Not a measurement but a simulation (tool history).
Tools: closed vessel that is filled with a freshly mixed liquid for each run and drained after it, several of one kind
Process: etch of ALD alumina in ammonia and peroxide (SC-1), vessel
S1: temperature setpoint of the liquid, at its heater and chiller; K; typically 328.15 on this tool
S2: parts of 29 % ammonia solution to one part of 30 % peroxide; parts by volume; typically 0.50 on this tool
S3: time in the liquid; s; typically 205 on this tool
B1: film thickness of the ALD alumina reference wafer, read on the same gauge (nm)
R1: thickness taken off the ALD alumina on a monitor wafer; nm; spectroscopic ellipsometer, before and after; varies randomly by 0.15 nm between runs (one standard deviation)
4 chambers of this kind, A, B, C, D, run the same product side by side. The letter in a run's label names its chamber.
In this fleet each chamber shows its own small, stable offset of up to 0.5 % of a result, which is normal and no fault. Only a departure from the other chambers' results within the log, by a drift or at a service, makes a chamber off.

Run 1B, day 0.312: usual settings; B1 79.974. Result: R1 15.8870 nm.
At day 0.446: chamber D: new drum of ammonia solution connected.
Run 2A, day 0.721: usual settings; B1 80.035. Result: R1 16.0710 nm.
Run 3C, day 1.083: usual settings; B1 79.992. Result: R1 15.9940 nm.
Run 4D, day 1.588: usual settings; B1 80.027. Result: R1 15.7090 nm.
Run 5C, day 1.992: usual settings; B1 80.009. Result: R1 15.7780 nm.
Run 6A, day 2.512: usual settings; B1 79.983. Result: R1 15.6180 nm.
Run 7D, day 2.758: usual settings; B1 79.987. Result: R1 15.7010 nm.
Run 8B, day 3.258: usual settings; B1 80.030. Result: R1 15.8930 nm.
At day 3.317: chamber D: ammonia flow meter replaced.
Run 9D, day 3.525: usual settings; B1 79.981. Result: R1 15.9030 nm.
Run 10B, day 3.979: usual settings; B1 80.023. Result: R1 15.9290 nm.
Run 11C, day 4.438: usual settings; B1 80.019. Result: R1 15.4680 nm.
Run 12A, day 4.950: usual settings; B1 79.997. Result: R1 15.5370 nm.
Run 13B, day 5.308: usual settings but S1 334.65 K; B1 79.965. Result: R1 22.0780 nm.
At day 5.429: chamber C: new drum of ammonia solution connected.
Run 14C, day 5.558: usual settings but S1 334.65 K; B1 79.990. Result: R1 22.5550 nm.
At day 5.604: chamber C: ammonia flow meter replaced.
Run 15A, day 6.054: usual settings but S1 334.65 K; B1 80.007. Result: R1 21.0190 nm.
At day 6.117: chamber A: new drum of ammonia solution connected.
Run 16D, day 6.367: usual settings but S1 334.65 K; B1 80.010. Result: R1 22.0130 nm.
Run 17A, day 6.638: usual settings; B1 80.006. Result: R1 14.8160 nm.
Run 18D, day 6.975: usual settings; B1 80.050. Result: R1 15.9590 nm.
Run 19C, day 7.325: usual settings; B1 80.012. Result: R1 16.0990 nm.
Run 20B, day 7.608: usual settings; B1 80.008. Result: R1 15.8110 nm.
Run 21D, day 8.108: usual settings; B1 79.998. Result: R1 16.0120 nm.
At day 8.283: chamber C: thermometer replaced.
Run 22C, day 8.571: usual settings but S2 0.25 parts by volume, S3 260 s; B1 79.959. Result: R1 18.7930 nm.
Run 23B, day 8.975: usual settings but S2 0.25 parts by volume, S3 260 s; B1 80.000. Result: R1 18.9330 nm.
Run 24A, day 9.346: usual settings but S2 0.25 parts by volume, S3 260 s; B1 79.956. Result: R1 17.2050 nm.
Run 25A, day 9.662: usual settings but S2 0.25 parts by volume, S3 260 s; B1 80.015. Result: R1 17.0530 nm.
Run 26C, day 9.900: usual settings; B1 80.021. Result: R1 15.8030 nm.
Run 27D, day 10.392: usual settings; B1 79.966. Result: R1 15.8020 nm.
Run 28B, day 10.921: usual settings; B1 80.012. Result: R1 15.7790 nm.
Run 29B, day 11.433: usual settings; B1 80.033. Result: R1 15.7450 nm.
Run 30C, day 11.742: usual settings but S1 324.65 K, S2 0.65 parts by volume; B1 80.014. Result: R1 13.5780 nm.
At day 12.029: chamber D: new drum of ammonia solution connected.
Run 31D, day 12.129: usual settings but S1 324.65 K, S2 0.65 parts by volume; B1 79.983. Result: R1 13.2180 nm.
Run 32A, day 12.617: usual settings but S1 324.65 K, S2 0.65 parts by volume; B1 79.983. Result: R1 11.8490 nm.
Run 33C, day 13.054: usual settings but S1 324.65 K, S2 0.65 parts by volume; B1 80.020. Result: R1 13.2800 nm.
Run 34D, day 13.450: usual settings; B1 79.973. Result: R1 15.6590 nm.
Run 35B, day 13.688: usual settings; B1 80.028. Result: R1 15.7350 nm.
Run 36A, day 14.162: usual settings but S2 0.70 parts by volume, S3 90 s; B1 80.010. Result: R1 6.3418 nm.

Which is it: a chamber that has drifted or been left off by a service, a gauge drift common to all chambers, or only each chamber's usual small offset? If a chamber is off, name it and its likeliest cause.

One chamber, A, drifts off from the rest bit by bit.
Likeliest cause: liquid colder than its thermometer reads (K) = 2.57.

Below are 4 candidate recipes for chamber A's next run, each the usual settings with a change, their results shown as question marks. Which of them brings A's results back in line with what the other chambers give on the usual settings?
In line here means within this much of the mean the other chambers give on the usual settings: R1 0.5400 nm
Run 37A-1, day 14.542: usual settings but S1 329.15 K, S3 220 s. Result: R1 ?.
Run 37A-2, day 14.542: usual settings but S1 327.15 K, S3 190 s. Result: R1 ?.
Run 37A-3, day 14.542: usual settings but S1 327.65 K, S3 200 s. Result: R1 ?.
Run 37A-4, day 14.542: usual settings but S1 329.15 K. Result: R1 ?.

Other chambers, usual settings, mean: R1 15.7970 nm
  run       R1
37A-1  15.5910
37A-2  12.0650
37A-3  13.0570
37A-4  14.5280
With 37A-1, the chamber falls back in line with the rest.
